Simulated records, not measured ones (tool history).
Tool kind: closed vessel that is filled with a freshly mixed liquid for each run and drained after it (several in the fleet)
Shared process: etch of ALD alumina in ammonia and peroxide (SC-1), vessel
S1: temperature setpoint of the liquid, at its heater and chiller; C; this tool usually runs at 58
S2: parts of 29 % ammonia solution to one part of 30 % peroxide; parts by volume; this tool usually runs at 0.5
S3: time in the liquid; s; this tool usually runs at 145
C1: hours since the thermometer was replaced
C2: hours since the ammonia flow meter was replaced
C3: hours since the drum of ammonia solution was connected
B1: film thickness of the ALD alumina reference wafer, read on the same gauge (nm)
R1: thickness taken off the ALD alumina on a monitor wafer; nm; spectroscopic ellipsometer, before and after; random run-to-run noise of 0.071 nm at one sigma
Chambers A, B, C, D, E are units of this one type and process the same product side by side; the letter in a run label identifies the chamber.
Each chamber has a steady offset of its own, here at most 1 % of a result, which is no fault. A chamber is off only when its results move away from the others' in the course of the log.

run 1E hour=11.7 | S1=58 S2=0.5 S3=145 | C1=82.6 C2=878.1 C3=764 | B1=129.99 | R1=10.756
-- hour=13.9 chamber A: thermometer replaced
run 2A hour=26.6 | S1=58 S2=0.5 S3=145 | C1=12.7 C2=720.5 C3=202.2 | B1=129.99 | R1=10.852
run 3B hour=34.5 | S1=58 S2=0.5 S3=145 | C1=342.8 C2=1346.2 C3=314.4 | B1=130 | R1=10.926
-- hour=38.3 chamber C: new drum of ammonia solution connected
run 4C hour=42.8 | S1=58 S2=0.5 S3=145 | C1=681.7 C2=506.8 C3=4.5 | B1=130.01 | R1=10.785
run 5D hour=52 | S1=58 S2=0.5 S3=145 | C1=1197.5 C2=1077.8 C3=354 | B1=129.99 | R1=10.719
run 6D hour=62.1 | S1=58 S2=0.7 S3=145 | C1=1207.6 C2=1087.9 C3=364.1 | B1=129.97 | R1=11.203
run 7A hour=75.8 | S1=58 S2=0.7 S3=145 | C1=61.9 C2=769.7 C3=251.4 | B1=130.02 | R1=11.18
run 8C hour=89.8 | S1=58 S2=0.7 S3=145 | C1=728.7 C2=553.8 C3=51.5 | B1=130.02 | R1=11.156
run 9B hour=97 | S1=58 S2=0.7 S3=145 | C1=405.3 C2=1408.7 C3=376.9 | B1=129.99 | R1=11.302
run 10E hour=109.6 | S1=58 S2=0.7 S3=145 | C1=180.5 C2=976 C3=861.9 | B1=129.98 | R1=11.22
-- hour=111.1 chamber A: new drum of ammonia solution connected
run 11E hour=120.4 | S1=58 S2=0.65 S3=230 | C1=191.3 C2=986.8 C3=872.7 | B1=129.96 | R1=17.722
run 12B hour=127.4 | S1=58 S2=0.65 S3=230 | C1=435.7 C2=1439.1 C3=407.3 | B1=129.96 | R1=17.734
run 13C hour=135.6 | S1=58 S2=0.65 S3=230 | C1=774.5 C2=599.6 C3=97.3 | B1=129.99 | R1=17.808
run 14D hour=149.4 | S1=58 S2=0.65 S3=230 | C1=1294.9 C2=1175.2 C3=451.4 | B1=130.02 | R1=17.529
run 15A hour=158.4 | S1=58 S2=0.65 S3=230 | C1=144.5 C2=852.3 C3=47.4 | B1=130.02 | R1=17.843
-- hour=161.3 chamber C: ammonia flow meter replaced
run 16E hour=168 | S1=58 S2=0.5 S3=70 | C1=238.9 C2=1034.4 C3=920.3 | B1=130.01 | R1=5.1877
run 17C hour=182.6 | S1=58 S2=0.5 S3=70 | C1=821.5 C2=21.3 C3=144.3 | B1=130.04 | R1=5.2581
run 18D hour=190.7 | S1=58 S2=0.5 S3=70 | C1=1336.2 C2=1216.5 C3=492.7 | B1=130.01 | R1=5.244
run 19B hour=199.9 | S1=58 S2=0.5 S3=70 | C1=508.2 C2=1511.6 C3=479.8 | B1=129.97 | R1=5.2788
-- hour=209 chamber B: thermometer replaced
-- hour=211.4 chamber E: new drum of ammonia solution connected
run 20A hour=213.4 | S1=58 S2=0.5 S3=70 | C1=199.5 C2=907.3 C3=102.4 | B1=130.03 | R1=5.2391
run 21C hour=223.5 | S1=58 S2=0.5 S3=145 | C1=862.4 C2=62.2 C3=185.2 | B1=129.97 | R1=11.096
run 22E hour=235.7 | S1=58 S2=0.5 S3=145 | C1=306.6 C2=1102.1 C3=24.3 | B1=129.96 | R1=10.83
run 23A hour=248.5 | S1=58 S2=0.5 S3=145 | C1=234.6 C2=942.4 C3=137.5 | B1=129.98 | R1=10.841
-- hour=249.8 chamber C: new drum of ammonia solution connected
run 24B hour=257.9 | S1=58 S2=0.5 S3=145 | C1=49 C2=1569.6 C3=537.8 | B1=129.97 | R1=10.936
run 25D hour=268.7 | S1=58 S2=0.5 S3=145 | C1=1414.2 C2=1294.5 C3=570.7 | B1=130 | R1=10.782
run 26A hour=281.1 | S1=58 S2=0.5 S3=145 | C1=267.2 C2=975 C3=170.1 | B1=130 | R1=10.646
run 27C hour=290.7 | S1=58 S2=0.5 S3=145 | C1=929.6 C2=129.4 C3=41 | B1=130.03 | R1=11.168
run 28E hour=300 | S1=50.5 S2=0.5 S3=175 | C1=370.9 C2=1166.4 C3=88.6 | B1=130.02 | R1=8.7709
run 29D hour=308.8 | S1=50.5 S2=0.5 S3=175 | C1=1454.3 C2=1334.6 C3=610.8 | B1=129.99 | R1=8.779
run 30B hour=316.1 | S1=50.5 S2=0.5 S3=175 | C1=107.2 C2=1627.8 C3=596 | B1=130.03 | R1=8.9089
run 31C hour=327.9 | S1=50.5 S2=0.5 S3=175 | C1=966.8 C2=166.6 C3=78.2 | B1=130.04 | R1=8.9321
run 32E hour=337.3 | S1=50.5 S2=0.5 S3=175 | C1=408.2 C2=1203.7 C3=125.9 | B1=130.01 | R1=8.6935
run 33B hour=349 | S1=58 S2=0.5 S3=145 | C1=140.1 C2=1660.7 C3=628.9 | B1=130.02 | R1=10.981
run 34A hour=362.5 | S1=58 S2=0.5 S3=145 | C1=348.6 C2=1056.4 C3=251.5 | B1=130.03 | R1=10.778
-- hour=369.4 chamber D: new drum of ammonia solution connected
-- hour=369.4 chamber A: new drum of ammonia solution connected
run 35D hour=373.8 | S1=58 S2=0.5 S3=145 | C1=1519.3 C2=1399.6 C3=4.5 | B1=130.02 | R1=10.748
run 36B hour=388.5 | S1=58 S2=0.5 S3=145 | C1=179.6 C2=1700.2 C3=668.4 | B1=129.97 | R1=10.9
run 37E hour=400 | S1=58 S2=0.5 S3=145 | C1=470.9 C2=1266.4 C3=188.6 | B1=129.97 | R1=10.79
run 38C hour=414.4 | S1=58 S2=0.5 S3=145 | C1=1053.3 C2=253.1 C3=164.7 | B1=130.01 | R1=11.273
run 39D hour=428.5 | S1=58 S2=0.5 S3=145 | C1=1574 C2=1454.3 C3=59.2 | B1=130.07 | R1=10.907
run 40A hour=439.6 | S1=58 S2=0.5 S3=145 | C1=425.7 C2=1133.5 C3=70.2 | B1=129.97 | R1=10.825

Decide between three cases: one chamber stands off from its peers, the gauge reading all wafers drifts, or nothing is wrong past each chamber's small offset. Where a chamber is off, say which and what most likely put it there.

Little by little, chamber C moves away from the other chambers.
What lies behind it: liquid hotter than its thermometer reads (K) = 0.903.

Here are 4 candidates for chamber C's next run, each the usual settings with a change, their results left as question marks. Which one brings its results back in line with what the others give on the usual settings?
To be in line, a result may differ from the other chambers' mean on the usual settings by at most: R1 0.25 nm
run 41C-1 hour=450.4 | S1=59 S2=0.5 S3=150 | R1=?
run 41C-2 hour=450.4 | S1=58 S2=0.2 S3=145 | R1=?
run 41C-3 hour=450.4 | S1=58 S2=0.5 S3=140 | R1=?
run 41C-4 hour=450.4 | S1=58 S2=0.5 S3=150 | R1=?

What the other chambers average on the usual settings: R1 10.857 nm
run=41C-1 R1=12.331
run=41C-2 R1=10.355
run=41C-3 R1=10.92
run=41C-4 R1=11.699
41C-3 is the one that brings the chamber's results back in line with the other chambers.

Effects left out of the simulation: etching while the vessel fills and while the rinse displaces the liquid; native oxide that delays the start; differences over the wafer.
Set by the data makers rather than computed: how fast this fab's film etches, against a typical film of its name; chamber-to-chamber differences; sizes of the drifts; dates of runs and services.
